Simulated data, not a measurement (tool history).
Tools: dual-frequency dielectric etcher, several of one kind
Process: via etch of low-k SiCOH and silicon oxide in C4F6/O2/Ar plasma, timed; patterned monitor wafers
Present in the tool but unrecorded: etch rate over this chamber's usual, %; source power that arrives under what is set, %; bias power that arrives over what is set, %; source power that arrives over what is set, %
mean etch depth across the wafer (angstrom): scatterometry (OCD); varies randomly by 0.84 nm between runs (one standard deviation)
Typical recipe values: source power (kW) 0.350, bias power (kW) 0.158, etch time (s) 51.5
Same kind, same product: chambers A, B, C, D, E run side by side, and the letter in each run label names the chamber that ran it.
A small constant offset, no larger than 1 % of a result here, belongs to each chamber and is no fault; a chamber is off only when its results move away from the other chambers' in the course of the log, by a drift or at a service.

run     day  source power (kW)  bias power (kW)  etch time (s)  hours since the last wet clean  hours since the last source power generator calibration  hours since the last bias power generator calibration  read-back reference wafer on the same gauge, depth_nm  mean etch depth across the wafer (angstrom)
 1E   0.533              0.350            0.158           51.5                            95.1                                                   3467.0                                                  877.6                                                 141.16                                       1228.7
 2C   1.129              0.350            0.158           51.5                           163.9                                                    890.5                                                 2479.0                                                 140.82                                       1215.4
 3B   1.662              0.350            0.158           51.5                           178.3                                                   2563.0                                                 1618.0                                                 140.78                                       1210.0
 4D   2.146              0.350            0.158           51.5                           408.2                                                    868.0                                                  854.6                                                 140.91                                       1220.3
 5A   2.546              0.350            0.158           51.5                           186.1                                                   1137.9                                                 2598.8                                                 141.13                                       1229.8
      2.975  -- chamber A: bias power generator calibrated
      2.996  -- chamber D: wet clean of the chamber
 6B   2.996              0.350            0.158           51.5                           210.3                                                   2595.0                                                 1650.0                                                 141.06                                       1214.7
 7A   3.625              0.350            0.158           51.5                           212.0                                                   1163.8                                                   15.7                                                 141.15                                       1220.6
 8D   3.933              0.350            0.158           51.5                            22.5                                                    910.9                                                  897.5                                                 140.96                                       1214.3
 9E   4.538              0.350            0.158           51.5                           191.2                                                   3563.1                                                  973.7                                                 140.69                                       1225.1
10C   5.121              0.350            0.158           51.5                           259.7                                                    986.3                                                 2574.8                                                 141.22                                       1225.7
11E   5.433              0.350            0.158           51.5                           212.7                                                   3584.6                                                  995.2                                                 140.98                                       1225.9
12C   6.008              0.350            0.158           51.5                           281.0                                                   1007.6                                                 2596.1                                                 140.85                                       1219.1
13D   6.404              0.350            0.158           51.5                            81.8                                                    970.2                                                  956.8                                                 141.17                                       1213.9
14A   6.771              0.350            0.158           51.5                           287.5                                                   1239.3                                                   91.2                                                 140.85                                       1232.8
15B   7.075              0.350            0.158           51.5                           308.2                                                   2692.9                                                 1747.9                                                 140.90                                       1223.0
16D   7.646              0.350            0.158           51.5                           111.6                                                   1000.0                                                  986.6                                                 141.05                                       1210.6
17A   8.296              0.310            0.195           51.5                           324.1                                                   1275.9                                                  127.8                                                 141.04                                       1255.4
      8.838  -- chamber C: wet clean of the chamber
18C   8.962              0.310            0.195           51.5                             3.0                                                   1078.5                                                 2667.0                                                 141.08                                       1234.5
19E   9.571              0.310            0.195           51.5                           312.0                                                   3683.9                                                 1094.5                                                 140.96                                       1236.3
20B  10.238              0.310            0.195           51.5                           384.1                                                   2768.8                                                 1823.8                                                 140.74                                       1241.5
21B  10.838              0.310            0.195           51.5                           398.5                                                   2783.2                                                 1838.2                                                 141.14                                       1245.0
22A  11.417              0.350            0.158           51.5                           399.0                                                   1350.8                                                  202.7                                                 141.07                                       1244.0
23D  12.071              0.350            0.158           51.5                           217.8                                                   1106.2                                                 1092.8                                                 141.25                                       1205.2
     12.104  -- chamber A: wet clean of the chamber
     12.371  -- chamber B: wet clean of the chamber
24E  12.579              0.350            0.158           51.5                           384.2                                                   3756.1                                                 1166.7                                                 141.24                                       1227.2
     12.867  -- chamber E: wet clean of the chamber
25C  13.029              0.350            0.158           51.5                           100.6                                                   1176.1                                                 2764.6                                                 141.20                                       1219.5
26C  13.671              0.350            0.158           51.5                           116.0                                                   1191.5                                                 2780.0                                                 141.11                                       1234.8
27D  14.067              0.350            0.158           51.5                           265.7                                                   1154.1                                                 1140.7                                                 140.92                                       1214.1
28B  14.512              0.350            0.158           51.5                            51.4                                                   2871.4                                                 1926.4                                                 141.04                                       1214.8
     14.854  -- chamber B: source power generator calibrated
29E  15.038              0.350            0.158           51.5                            52.1                                                   3815.1                                                 1225.7                                                 140.95                                       1231.7
30A  15.562              0.350            0.158           51.5                            83.1                                                   1450.3                                                  302.2                                                 141.03                                       1277.9
31E  16.112              0.350            0.158           51.5                            77.9                                                   3840.9                                                 1251.5                                                 140.90                                       1216.0
32C  16.479              0.350            0.158           51.5                           183.4                                                   1258.9                                                 2847.4                                                 141.10                                       1215.2
33B  16.854              0.350            0.158           51.5                           107.6                                                     48.1                                                 1982.6                                                 141.13                                       1200.4
34A  17.429              0.350            0.158           65.5                           127.9                                                   1495.1                                                  347.0                                                 141.15                                       1633.2
35D  18.054              0.350            0.158           65.5                           361.4                                                   1249.8                                                 1236.4                                                 141.08                                       1553.3
36E  18.579              0.350            0.158           65.5                           137.1                                                   3900.1                                                 1310.7                                                 141.02                                       1561.8
37D  19.029              0.350            0.158           65.5                           384.8                                                   1273.2                                                 1259.8                                                 141.08                                       1548.5
38B  19.550              0.350            0.158           65.5                           172.3                                                    112.8                                                 2047.3                                                 140.88                                       1561.7
39C  20.146              0.350            0.158           51.5                           271.4                                                   1346.9                                                 2935.4                                                 140.98                                       1207.6
40A  20.538              0.350            0.158           63.5                           202.5                                                   1569.7                                                  421.6                                                 140.88                                       1551.2
     20.600  -- chamber D: wet clean of the chamber
41D  21.192              0.350            0.158           63.5                            14.2                                                   1325.1                                                 1311.7                                                 141.22                                       1497.9
42E  21.592              0.350            0.158           63.5                           209.4                                                   3972.4                                                 1383.0                                                 141.18                                       1517.4

The same settings go to every chamber for the next run, one line per chamber below. Forecast the results for each:
43A  22.075              0.390            0.158           51.5                                                                                                                                                                                                                                                   ?
43B  22.075              0.390            0.158           51.5                                                                                                                                                                                                                                                   ?
43C  22.075              0.390            0.158           51.5                                                                                                                                                                                                                                                   ?
43D  22.075              0.390            0.158           51.5                                                                                                                                                                                                                                                   ?
43E  22.075              0.390            0.158           51.5                                                                                                                                                                                                                                                   ?

run  mean etch depth across the wafer (angstrom)
43A                                       1329.2
43B                                       1271.6
43C                                       1278.5
43D                                       1264.5
43E                                       1275.4
